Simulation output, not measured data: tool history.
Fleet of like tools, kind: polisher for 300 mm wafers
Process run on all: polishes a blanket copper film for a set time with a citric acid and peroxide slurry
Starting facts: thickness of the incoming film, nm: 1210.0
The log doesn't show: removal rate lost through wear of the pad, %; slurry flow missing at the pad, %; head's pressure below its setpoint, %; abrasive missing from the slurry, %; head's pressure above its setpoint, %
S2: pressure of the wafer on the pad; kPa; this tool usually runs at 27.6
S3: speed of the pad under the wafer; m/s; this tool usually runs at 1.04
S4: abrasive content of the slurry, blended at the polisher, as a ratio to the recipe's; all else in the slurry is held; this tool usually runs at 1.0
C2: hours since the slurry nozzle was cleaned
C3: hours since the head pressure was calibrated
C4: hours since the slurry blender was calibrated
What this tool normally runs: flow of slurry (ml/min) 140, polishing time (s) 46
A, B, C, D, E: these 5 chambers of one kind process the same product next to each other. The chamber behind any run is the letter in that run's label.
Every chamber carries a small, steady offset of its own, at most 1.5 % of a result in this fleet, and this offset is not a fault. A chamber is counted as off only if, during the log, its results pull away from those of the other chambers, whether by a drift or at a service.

At hour 1.8: chamber E: worn pad replaced by a new one.
At hour 7.2: chamber D: worn pad replaced by a new one.
Run 1D, hour 13.3: usual settings; wafers polished on this pad 64; C2 113.0; C3 399.1; C4 159.8. Result: film removed (angstrom) 1346.3.
At hour 15.4: chamber A: worn pad replaced by a new one.
At hour 15.7: chamber B: worn pad replaced by a new one.
Run 2E, hour 23.3: usual settings; wafers polished on this pad 228; C2 635.8; C3 699.8; C4 106.5. Result: film removed (angstrom) 1356.7.
Run 3C, hour 29.4: usual settings; wafers polished on this pad 580; C2 230.3; C3 135.0; C4 70.0. Result: film removed (angstrom) 1347.8.
At hour 30.3: chamber B: slurry nozzle cleaned.
Run 4B, hour 40.6: usual settings; wafers polished on this pad 264; C2 10.3; C3 354.8; C4 67.8. Result: film removed (angstrom) 1341.5.
Run 5A, hour 47.6: usual settings; wafers polished on this pad 342; C2 245.2; C3 249.7; C4 68.8. Result: film removed (angstrom) 1354.2.
At hour 54.0: chamber C: worn pad replaced by a new one.
Run 6E, hour 56.7: usual settings; wafers polished on this pad 582; C2 669.2; C3 733.2; C4 139.9. Result: film removed (angstrom) 1368.7.
Run 7C, hour 69.9: usual settings; wafers polished on this pad 169; C2 270.8; C3 175.5; C4 110.5. Result: film removed (angstrom) 1366.6.
Run 8B, hour 76.3: usual settings; wafers polished on this pad 642; C2 46.0; C3 390.5; C4 103.5. Result: film removed (angstrom) 1340.4.
At hour 84.8: chamber B: slurry blender recalibrated.
Run 9D, hour 87.3: usual settings; wafers polished on this pad 849; C2 187.0; C3 473.1; C4 233.8. Result: film removed (angstrom) 1370.1.
Run 10A, hour 98.7: usual settings; wafers polished on this pad 883; C2 296.3; C3 300.8; C4 119.9. Result: film removed (angstrom) 1363.6.
At hour 100.4: chamber B: worn pad replaced by a new one.
At hour 101.5: chamber A: worn pad replaced by a new one.
At hour 107.3: chamber D: worn pad replaced by a new one.
Run 11B, hour 107.4: usual settings; wafers polished on this pad 75; C2 77.1; C3 421.6; C4 22.7. Result: film removed (angstrom) 1348.0.
At hour 115.0: chamber E: worn pad replaced by a new one.
Run 12E, hour 118.7: usual settings; wafers polished on this pad 39; C2 731.2; C3 795.2; C4 201.9. Result: film removed (angstrom) 1348.8.
Run 13D, hour 130.4: usual settings; wafers polished on this pad 245; C2 230.1; C3 516.2; C4 276.9. Result: film removed (angstrom) 1357.5.
At hour 137.0: chamber C: worn pad replaced by a new one.
Run 14A, hour 138.1: usual settings; wafers polished on this pad 388; C2 335.7; C3 340.2; C4 159.3. Result: film removed (angstrom) 1340.2.
At hour 144.1: chamber E: slurry nozzle cleaned.
Run 15C, hour 146.5: usual settings; wafers polished on this pad 100; C2 347.4; C3 252.1; C4 187.1. Result: film removed (angstrom) 1340.0.
Run 16D, hour 157.7: usual settings; wafers polished on this pad 534; C2 257.4; C3 543.5; C4 304.2. Result: film removed (angstrom) 1360.2.
At hour 170.7: chamber D: slurry nozzle cleaned.
Run 17C, hour 170.8: usual settings; wafers polished on this pad 358; C2 371.7; C3 276.4; C4 211.4. Result: film removed (angstrom) 1316.8.
At hour 177.4: chamber B: worn pad replaced by a new one.
Run 18E, hour 180.7: usual settings; wafers polished on this pad 697; C2 36.7; C3 857.2; C4 263.9. Result: film removed (angstrom) 1351.9.
At hour 186.3: chamber A: worn pad replaced by a new one.
Run 19B, hour 186.8: usual settings; wafers polished on this pad 99; C2 156.5; C3 501.0; C4 102.1. Result: film removed (angstrom) 1329.3.
At hour 190.5: chamber B: slurry blender recalibrated.
At hour 196.9: chamber D: worn pad replaced by a new one.
Run 20A, hour 197.1: usual settings; wafers polished on this pad 115; C2 394.7; C3 399.2; C4 218.3. Result: film removed (angstrom) 1375.9.
Run 21E, hour 204.7: usual settings; wafers polished on this pad 951; C2 60.7; C3 881.2; C4 287.9. Result: film removed (angstrom) 1361.1.
Run 22C, hour 216.9: usual settings; wafers polished on this pad 847; C2 417.8; C3 322.5; C4 257.5. Result: film removed (angstrom) 1353.3.
At hour 220.1: chamber A: slurry nozzle cleaned.
At hour 224.8: chamber C: worn pad replaced by a new one.
Run 23D, hour 228.9: usual settings; wafers polished on this pad 339; C2 58.3; C3 614.7; C4 375.4. Result: film removed (angstrom) 1357.7.
At hour 237.8: chamber E: worn pad replaced by a new one.
Run 24A, hour 239.3: usual settings; wafers polished on this pad 562; C2 19.2; C3 441.4; C4 260.5. Result: film removed (angstrom) 1365.5.
At hour 246.2: chamber B: worn pad replaced by a new one.
Run 25B, hour 248.2: usual settings; wafers polished on this pad 22; C2 217.9; C3 562.4; C4 57.8. Result: film removed (angstrom) 1367.0.
Run 26E, hour 260.9: usual settings; wafers polished on this pad 245; C2 116.9; C3 937.4; C4 344.1. Result: film removed (angstrom) 1322.8.
At hour 261.2: chamber C: head pressure recalibrated.
Run 27C, hour 268.7: usual settings; wafers polished on this pad 465; C2 469.6; C3 7.6; C4 309.3. Result: film removed (angstrom) 1307.2.
At hour 275.1: chamber A: worn pad replaced by a new one.
Run 28B, hour 277.7: usual settings; wafers polished on this pad 334; C2 247.4; C3 591.9; C4 87.3. Result: film removed (angstrom) 1324.5.
At hour 281.0: chamber B: slurry blender recalibrated.
Run 29D, hour 284.0: usual settings; wafers polished on this pad 923; C2 113.4; C3 669.8; C4 430.5. Result: film removed (angstrom) 1361.5.
At hour 286.0: chamber D: slurry blender recalibrated.
At hour 290.1: chamber D: worn pad replaced by a new one.
Run 30A, hour 292.9: usual settings but S3 1.20 m/s, S4 1.2; wafers polished on this pad 188; C2 72.8; C3 495.0; C4 314.1. Result: film removed (angstrom) 1626.1.
Run 31B, hour 300.3: usual settings but S3 1.20 m/s, S4 1.2; wafers polished on this pad 574; C2 270.0; C3 614.5; C4 19.3. Result: film removed (angstrom) 1600.1.
At hour 304.8: chamber C: worn pad replaced by a new one.
Run 32A, hour 307.5: usual settings but S3 1.20 m/s, S4 1.2; wafers polished on this pad 343; C2 87.4; C3 509.6; C4 328.7. Result: film removed (angstrom) 1651.2.
Run 33E, hour 320.4: usual settings but S3 1.20 m/s, S4 1.2; wafers polished on this pad 876; C2 176.4; C3 996.9; C4 403.6. Result: film removed (angstrom) 1623.7.
At hour 327.3: chamber E: slurry blender recalibrated.
Run 34C, hour 329.5: usual settings but S3 1.20 m/s, S4 1.2; wafers polished on this pad 261; C2 530.4; C3 68.4; C4 370.1. Result: film removed (angstrom) 1596.2.
Run 35D, hour 337.3: usual settings; wafers polished on this pad 500; C2 166.7; C3 723.1; C4 51.3. Result: film removed (angstrom) 1361.3.
Run 36E, hour 346.2: usual settings; wafers polished on this pad 1149; C2 202.2; C3 1022.7; C4 19.0. Result: film removed (angstrom) 1369.8.
Run 37A, hour 356.0: usual settings; wafers polished on this pad 857; C2 135.9; C3 558.1; C4 377.2. Result: film removed (angstrom) 1365.0.
Run 38D, hour 362.7: usual settings; wafers polished on this pad 769; C2 192.1; C3 748.5; C4 76.7. Result: film removed (angstrom) 1334.3.
Run 39C, hour 369.2: usual settings; wafers polished on this pad 682; C2 570.1; C3 108.1; C4 409.8. Result: film removed (angstrom) 1313.0.

Does one chamber stand apart from the rest, does the shared gauge drift, or is all well apart from small per-chamber offsets? Give the chamber and the most likely cause, where there is one.

No chamber stands off beyond its own small offset, and the gauge holds steady.
